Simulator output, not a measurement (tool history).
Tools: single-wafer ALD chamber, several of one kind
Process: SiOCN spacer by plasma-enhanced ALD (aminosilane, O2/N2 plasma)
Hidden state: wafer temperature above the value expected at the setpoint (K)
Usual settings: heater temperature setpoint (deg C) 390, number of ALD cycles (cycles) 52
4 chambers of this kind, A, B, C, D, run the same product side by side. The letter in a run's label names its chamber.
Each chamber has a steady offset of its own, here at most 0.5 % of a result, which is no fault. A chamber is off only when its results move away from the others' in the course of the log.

run   hour  heater temperature setpoint (deg C)  number of ALD cycles (cycles)  hours since the last thermocouple change  read-back reference wafer on the same gauge, thickness_nm  mean film thickness on the monitor wafer (nm)
       0.9  -- chamber D: thermocouple changed; heater temperature recalibrated
 1D    8.4                                  390                             52                                       7.6                                                     2.5802                                         3.1467
 2A   18.6                                  390                             52                                    1291.5                                                     2.5795                                         3.1391
 3C   31.6                                  390                             52                                     373.1                                                     2.5774                                         3.1238
 4B   42.8                                  390                             52                                     349.7                                                     2.5793                                         3.1140
 5C   51.9                                  390                             52                                     393.4                                                     2.5795                                         3.1283
 6D   64.6                                  390                             52                                      63.8                                                     2.5754                                         3.1404
 7A   75.2                                  390                             52                                    1348.1                                                     2.5794                                         3.1195
 8B   89.5                                  390                             52                                     396.4                                                     2.5806                                         3.1316
 9A   98.3                                  390                             52                                    1371.2                                                     2.5837                                         3.1243
10C  108.6                                  404                             60                                     450.1                                                     2.5844                                         3.5800
11D  122.0                                  404                             60                                     121.2                                                     2.5780                                         3.5625
12B  133.7                                  404                             60                                     440.6                                                     2.5788                                         3.5320
13B  147.6                                  404                             60                                     454.5                                                     2.5791                                         3.5826
14C  156.6                                  390                             52                                     498.1                                                     2.5829                                         3.1315
15A  164.0                                  390                             52                                    1436.9                                                     2.5844                                         3.1255
16D  177.7                                  390                             52                                     176.9                                                     2.5810                                         3.1573
17B  189.3                                  390                             52                                     496.2                                                     2.5810                                         3.1274
18D  196.8                                  390                             52                                     196.0                                                     2.5790                                         3.1392
19C  209.9                                  390                             52                                     551.4                                                     2.5795                                         3.1375
20A  222.2                                  390                             52                                    1495.1                                                     2.5836                                         3.1481
21A  235.9                                  390                             52                                    1508.8                                                     2.5812                                         3.1138
22D  242.7                                  390                             52                                     241.9                                                     2.5800                                         3.1803
     247.2  -- chamber A: thermocouple changed; heater temperature recalibrated
23B  251.8                                  390                             52                                     558.7                                                     2.5809                                         3.1350
24C  259.3                                  390                             52                                     600.8                                                     2.5831                                         3.1275
25A  266.1                                  390                             52                                      18.9                                                     2.5831                                         3.1399
26D  276.1                                  390                             52                                     275.3                                                     2.5816                                         3.1353
27C  289.4                                  402                             57                                     630.9                                                     2.5802                                         3.4206
28B  302.6                                  402                             57                                     609.5                                                     2.5791                                         3.3910
29C  314.6                                  402                             57                                     656.1                                                     2.5797                                         3.3815
30D  328.0                                  402                             57                                     327.2                                                     2.5809                                         3.4155
31A  339.2                                  390                             52                                      92.0                                                     2.5830                                         3.1550
32B  345.9                                  390                             52                                     652.8                                                     2.5777                                         3.1335
33D  355.1                                  390                             52                                     354.3                                                     2.5808                                         3.1324
34C  368.0                                  390                             52                                     709.5                                                     2.5779                                         3.1306
35B  379.7                                  390                             52                                     686.6                                                     2.5772                                         3.1223
36A  393.6                                  390                             52                                     146.4                                                     2.5809                                         3.1626

All 4 chambers run these settings next. Forecast each chamber's results:
37A  403.9                                  390                             52                                                                                                                                                   ?
37B  403.9                                  390                             52                                                                                                                                                   ?
37C  403.9                                  390                             52                                                                                                                                                   ?
37D  403.9                                  390                             52                                                                                                                                                   ?

run  mean film thickness on the monitor wafer (nm)
37A                                         3.1423
37B                                         3.1206
37C                                         3.1176
37D                                         3.1612
